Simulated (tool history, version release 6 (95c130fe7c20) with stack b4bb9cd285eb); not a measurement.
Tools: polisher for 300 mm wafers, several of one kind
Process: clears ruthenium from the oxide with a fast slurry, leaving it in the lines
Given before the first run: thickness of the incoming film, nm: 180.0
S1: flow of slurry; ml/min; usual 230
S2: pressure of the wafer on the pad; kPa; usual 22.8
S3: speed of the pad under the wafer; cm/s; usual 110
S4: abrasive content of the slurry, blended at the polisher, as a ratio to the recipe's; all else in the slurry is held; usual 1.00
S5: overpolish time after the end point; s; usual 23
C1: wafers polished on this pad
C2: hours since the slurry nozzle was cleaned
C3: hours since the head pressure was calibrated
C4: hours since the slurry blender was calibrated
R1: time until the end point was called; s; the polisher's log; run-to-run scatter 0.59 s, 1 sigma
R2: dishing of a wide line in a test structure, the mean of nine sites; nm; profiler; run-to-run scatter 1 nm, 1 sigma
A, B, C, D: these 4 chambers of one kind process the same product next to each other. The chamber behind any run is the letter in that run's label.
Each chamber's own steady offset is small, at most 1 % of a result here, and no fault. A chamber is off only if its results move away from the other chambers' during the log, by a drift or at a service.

{"day": 0.117, "done": "chamber A: worn pad replaced by a new one"}
{"run": "1C", "day": 0.258, "S1": 230, "S2": 22.8, "S3": 110, "S4": 1.0, "S5": 23, "C1": 403, "C2": 596.6, "C3": 71.9, "C4": 110.9, "R1": 33.385, "R2": 74.683}
{"day": 0.438, "done": "chamber B: worn pad replaced by a new one"}
{"run": "2D", "day": 0.554, "S1": 230, "S2": 22.8, "S3": 110, "S4": 1.0, "S5": 23, "C1": 484, "C2": 468.1, "C3": 298.2, "C4": 15.1, "R1": 32.779, "R2": 74.1}
{"day": 0.558, "done": "chamber C: slurry blender recalibrated"}
{"day": 0.775, "done": "chamber C: worn pad replaced by a new one"}
{"run": "3B", "day": 0.975, "S1": 230, "S2": 22.8, "S3": 110, "S4": 1.0, "S5": 23, "C1": 187, "C2": 518.5, "C3": 632.1, "C4": 152.5, "R1": 34.0, "R2": 73.676}
{"run": "4A", "day": 1.242, "S1": 230, "S2": 22.8, "S3": 110, "S4": 1.0, "S5": 23, "C1": 390, "C2": 76.6, "C3": 134.0, "C4": 214.4, "R1": 31.505, "R2": 74.567}
{"day": 1.45, "done": "chamber D: head pressure recalibrated"}
{"day": 1.5, "done": "chamber D: worn pad replaced by a new one"}
{"run": "5A", "day": 1.508, "S1": 230, "S2": 22.8, "S3": 110, "S4": 1.0, "S5": 23, "C1": 483, "C2": 83.0, "C3": 140.4, "C4": 220.8, "R1": 31.158, "R2": 74.554}
{"run": "6C", "day": 1.917, "S1": 230, "S2": 22.8, "S3": 110, "S4": 1.0, "S5": 23, "C1": 396, "C2": 636.4, "C3": 111.7, "C4": 32.6, "R1": 32.801, "R2": 75.125}
{"day": 1.933, "done": "chamber A: worn pad replaced by a new one"}
{"run": "7D", "day": 2.108, "S1": 230, "S2": 22.8, "S3": 110, "S4": 1.0, "S5": 23, "C1": 211, "C2": 505.4, "C3": 15.9, "C4": 52.4, "R1": 32.605, "R2": 74.308}
{"day": 2.267, "done": "chamber D: slurry nozzle cleaned"}
{"day": 2.429, "done": "chamber B: worn pad replaced by a new one"}
{"run": "8B", "day": 2.517, "S1": 230, "S2": 22.8, "S3": 110, "S4": 1.0, "S5": 23, "C1": 30, "C2": 555.5, "C3": 669.1, "C4": 189.5, "R1": 32.853, "R2": 74.818}
{"day": 2.754, "done": "chamber C: worn pad replaced by a new one"}
{"run": "9A", "day": 2.767, "S1": 230, "S2": 22.8, "S3": 110, "S4": 0.85, "S5": 23, "C1": 289, "C2": 113.2, "C3": 170.6, "C4": 251.0, "R1": 35.363, "R2": 70.903}
{"run": "10C", "day": 3.104, "S1": 230, "S2": 22.8, "S3": 110, "S4": 0.85, "S5": 23, "C1": 122, "C2": 664.9, "C3": 140.2, "C4": 61.1, "R1": 35.268, "R2": 71.335}
{"run": "11B", "day": 3.533, "S1": 230, "S2": 22.8, "S3": 110, "S4": 0.85, "S5": 23, "C1": 383, "C2": 579.9, "C3": 693.5, "C4": 213.9, "R1": 35.323, "R2": 72.056}
{"run": "12D", "day": 3.8, "S1": 230, "S2": 22.8, "S3": 110, "S4": 0.85, "S5": 23, "C1": 797, "C2": 36.8, "C3": 56.5, "C4": 93.0, "R1": 34.04, "R2": 71.531}
{"day": 4.038, "done": "chamber B: worn pad replaced by a new one"}
{"day": 4.083, "done": "chamber A: worn pad replaced by a new one"}
{"day": 4.162, "done": "chamber D: worn pad replaced by a new one"}
{"run": "13B", "day": 4.192, "S1": 230, "S2": 22.8, "S3": 110, "S4": 1.0, "S5": 23, "C1": 53, "C2": 595.7, "C3": 709.3, "C4": 229.7, "R1": 32.408, "R2": 75.146}
{"day": 4.212, "done": "chamber B: slurry nozzle cleaned"}
{"day": 4.45, "done": "chamber C: worn pad replaced by a new one"}
{"run": "14D", "day": 4.596, "S1": 230, "S2": 22.8, "S3": 110, "S4": 1.0, "S5": 23, "C1": 150, "C2": 55.9, "C3": 75.6, "C4": 112.1, "R1": 31.353, "R2": 76.416}
{"run": "15C", "day": 4.838, "S1": 230, "S2": 22.8, "S3": 110, "S4": 1.0, "S5": 23, "C1": 135, "C2": 706.5, "C3": 181.8, "C4": 102.7, "R1": 31.976, "R2": 75.342}
{"run": "16A", "day": 5.054, "S1": 230, "S2": 22.8, "S3": 110, "S4": 1.0, "S5": 23, "C1": 336, "C2": 168.1, "C3": 225.5, "C4": 305.9, "R1": 33.886, "R2": 75.916}
{"run": "17C", "day": 5.425, "S1": 230, "S2": 22.8, "S3": 110, "S4": 1.0, "S5": 23, "C1": 338, "C2": 720.6, "C3": 195.9, "C4": 116.8, "R1": 32.11, "R2": 74.779}
{"run": "18A", "day": 5.729, "S1": 230, "S2": 22.8, "S3": 110, "S4": 1.0, "S5": 23, "C1": 570, "C2": 184.3, "C3": 241.7, "C4": 322.1, "R1": 33.318, "R2": 72.663}
{"day": 5.762, "done": "chamber B: worn pad replaced by a new one"}
{"day": 5.862, "done": "chamber C: slurry blender recalibrated"}
{"day": 5.942, "done": "chamber A: worn pad replaced by a new one"}
{"run": "19B", "day": 6.012, "S1": 275, "S2": 22.8, "S3": 110, "S4": 1.0, "S5": 23, "C1": 87, "C2": 43.3, "C3": 753.0, "C4": 273.4, "R1": 31.736, "R2": 77.237}
{"run": "20D", "day": 6.383, "S1": 275, "S2": 22.8, "S3": 110, "S4": 1.0, "S5": 23, "C1": 770, "C2": 98.8, "C3": 118.5, "C4": 155.0, "R1": 31.509, "R2": 76.052}
{"day": 6.388, "done": "chamber D: worn pad replaced by a new one"}
{"day": 6.4, "done": "chamber C: worn pad replaced by a new one"}
{"run": "21D", "day": 6.592, "S1": 275, "S2": 22.8, "S3": 110, "S4": 1.0, "S5": 23, "C1": 71, "C2": 103.8, "C3": 123.5, "C4": 160.0, "R1": 32.231, "R2": 77.913}
{"run": "22B", "day": 6.788, "S1": 275, "S2": 22.8, "S3": 110, "S4": 1.0, "S5": 23, "C1": 355, "C2": 61.9, "C3": 771.6, "C4": 292.0, "R1": 30.942, "R2": 74.615}
{"run": "23C", "day": 7.0, "S1": 230, "S2": 22.8, "S3": 110, "S4": 1.0, "S5": 23, "C1": 209, "C2": 758.4, "C3": 233.7, "C4": 27.3, "R1": 31.834, "R2": 75.706}
{"run": "24A", "day": 7.217, "S1": 230, "S2": 22.8, "S3": 110, "S4": 1.0, "S5": 23, "C1": 441, "C2": 220.0, "C3": 277.4, "C4": 357.8, "R1": 36.066, "R2": 70.293}
{"run": "25D", "day": 7.542, "S1": 230, "S2": 22.8, "S3": 110, "S4": 1.0, "S5": 23, "C1": 401, "C2": 126.6, "C3": 146.3, "C4": 182.8, "R1": 32.16, "R2": 76.683}
{"day": 7.771, "done": "chamber B: worn pad replaced by a new one"}
{"day": 7.858, "done": "chamber B: slurry blender recalibrated"}
{"run": "26A", "day": 7.979, "S1": 230, "S2": 22.8, "S3": 110, "S4": 1.0, "S5": 23, "C1": 706, "C2": 238.3, "C3": 295.7, "C4": 376.1, "R1": 38.42, "R2": 67.86}
{"day": 8.188, "done": "chamber A: worn pad replaced by a new one"}
{"run": "27C", "day": 8.229, "S1": 230, "S2": 22.8, "S3": 110, "S4": 1.0, "S5": 23, "C1": 634, "C2": 787.9, "C3": 263.2, "C4": 56.8, "R1": 32.836, "R2": 74.421}
{"run": "28B", "day": 8.454, "S1": 230, "S2": 22.8, "S3": 110, "S4": 1.0, "S5": 23, "C1": 236, "C2": 101.9, "C3": 811.6, "C4": 14.4, "R1": 32.169, "R2": 74.737}
{"day": 8.512, "done": "chamber C: worn pad replaced by a new one"}
{"run": "29A", "day": 8.658, "S1": 230, "S2": 22.8, "S3": 110, "S4": 1.0, "S5": 23, "C1": 163, "C2": 254.6, "C3": 312.0, "C4": 392.4, "R1": 37.232, "R2": 66.755}
{"run": "30C", "day": 9.058, "S1": 230, "S2": 22.8, "S3": 110, "S4": 1.0, "S5": 23, "C1": 190, "C2": 807.8, "C3": 283.1, "C4": 76.7, "R1": 33.595, "R2": 74.358}
{"run": "31B", "day": 9.438, "S1": 230, "S2": 22.8, "S3": 110, "S4": 1.0, "S5": 23, "C1": 577, "C2": 125.5, "C3": 835.2, "C4": 38.0, "R1": 32.995, "R2": 75.405}

One chamber off, gauge drift, or nothing amiss beyond the chambers' own small offsets? If it is a chamber, which one, and what is the likeliest cause?

It is chamber A that slowly wanders off from its peers.
Cause: abrasive missing from the slurry, % = 36.1.

Which of the 4 candidates below, each the usual settings with something changed and its results left as question marks, puts chamber A back in line with what the other chambers give on the usual settings?
A result is in line if it is within this distance of the other chambers' mean on the usual settings: R1 2.100 s; R2 3.500 nm
{"run": "32A-1", "day": 9.75, "S1": 225, "S2": 18.6, "S3": 90, "S4": 0.95, "S5": 24, "R1": "?", "R2": "?"}
{"run": "32A-2", "day": 9.75, "S1": 235, "S2": 24.8, "S3": 120, "S4": 1.05, "S5": 23, "R1": "?", "R2": "?"}
{"run": "32A-3", "day": 9.75, "S1": 235, "S2": 27.6, "S3": 132, "S4": 1.1, "S5": 24, "R1": "?", "R2": "?"}
{"run": "32A-4", "day": 9.75, "S1": 230, "S2": 20.7, "S3": 100, "S4": 0.95, "S5": 24, "R1": "?", "R2": "?"}

Average result of the remaining chambers running the usual settings: R1 32.590 s; R2 74.890 nm
run=32A-1 R1=62.052 R2=49.043
run=32A-2 R1=32.809 R2=74.128
run=32A-3 R1=26.168 R2=86.273
run=32A-4 R1=50.129 R2=57.482
The answer is 32A-2, which returns the chamber to within the allowed miss of the others.

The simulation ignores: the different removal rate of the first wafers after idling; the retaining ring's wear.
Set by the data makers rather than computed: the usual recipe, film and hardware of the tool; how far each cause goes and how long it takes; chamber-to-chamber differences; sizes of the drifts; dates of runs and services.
